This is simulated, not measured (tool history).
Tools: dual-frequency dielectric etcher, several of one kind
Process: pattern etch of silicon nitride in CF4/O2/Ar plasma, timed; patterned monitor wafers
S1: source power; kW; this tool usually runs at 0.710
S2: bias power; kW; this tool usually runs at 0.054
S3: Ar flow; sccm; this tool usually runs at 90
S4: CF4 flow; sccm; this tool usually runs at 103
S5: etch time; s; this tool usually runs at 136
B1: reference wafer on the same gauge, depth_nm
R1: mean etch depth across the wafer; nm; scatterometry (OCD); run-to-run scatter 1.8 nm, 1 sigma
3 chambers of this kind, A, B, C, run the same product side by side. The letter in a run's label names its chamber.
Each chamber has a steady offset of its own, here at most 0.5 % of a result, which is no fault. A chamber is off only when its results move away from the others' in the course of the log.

run,hour,S1,S2,S3,S4,S5,B1,R1
1B,4.2,0.710,0.054,90,103,136,382.31,365.49
2C,7.8,0.710,0.054,90,103,136,381.73,368.88
3A,11.9,0.710,0.054,90,103,136,382.21,368.01
4C,16.1,0.710,0.054,90,103,136,381.75,368.35
5B,22.3,0.710,0.054,90,103,136,381.69,366.23
6A,27.8,0.710,0.054,90,103,136,381.61,365.09
7B,31.9,0.710,0.054,90,103,136,381.97,366.89
8A,35.6,0.710,0.054,90,103,136,382.16,368.98
# hour 39.9: chamber B: CF4 flow controller replaced
9C,40.5,0.710,0.054,90,103,136,382.01,369.83
10A,43.8,0.710,0.054,90,103,136,382.30,364.61
# hour 44.1: chamber B: wet clean of the chamber
11B,48.7,0.710,0.054,90,103,136,381.93,368.86
12C,54.2,0.710,0.054,90,103,136,382.12,364.45
13B,60.2,0.710,0.054,90,103,136,382.23,368.91
14A,65.1,0.710,0.054,69,103,136,382.56,374.78
15C,68.5,0.710,0.054,69,103,136,381.74,376.61
16C,73.0,0.710,0.054,69,103,136,382.16,373.60
17A,79.3,0.710,0.054,90,103,136,381.95,366.87
18B,85.4,0.710,0.054,90,103,136,382.16,369.81
19B,89.7,0.710,0.054,90,103,136,381.75,365.83
20C,94.1,0.710,0.054,90,103,136,382.05,359.65
21A,100.4,0.710,0.054,90,103,136,382.25,367.10
22B,104.6,0.710,0.054,90,103,136,382.32,368.25
23A,110.5,0.710,0.054,90,103,136,382.09,364.87
24C,114.1,0.710,0.054,90,103,136,382.31,353.74
25B,119.6,0.710,0.054,90,103,136,381.56,367.71
26A,123.0,0.710,0.054,90,103,136,382.18,368.66
27C,128.1,0.710,0.054,90,103,136,382.19,349.72
28A,132.9,0.710,0.054,90,103,136,382.17,368.22
29C,139.6,0.710,0.054,90,103,136,381.87,352.38

All chambers now run identical settings, listed one chamber a line with results as question marks. What results will each chamber show?
30A,144.4,0.710,0.054,90,103,136,,?
30B,144.4,0.710,0.054,90,103,136,,?
30C,144.4,0.710,0.054,90,103,136,,?

run,R1
30A,365.10
30B,365.30
30C,351.22
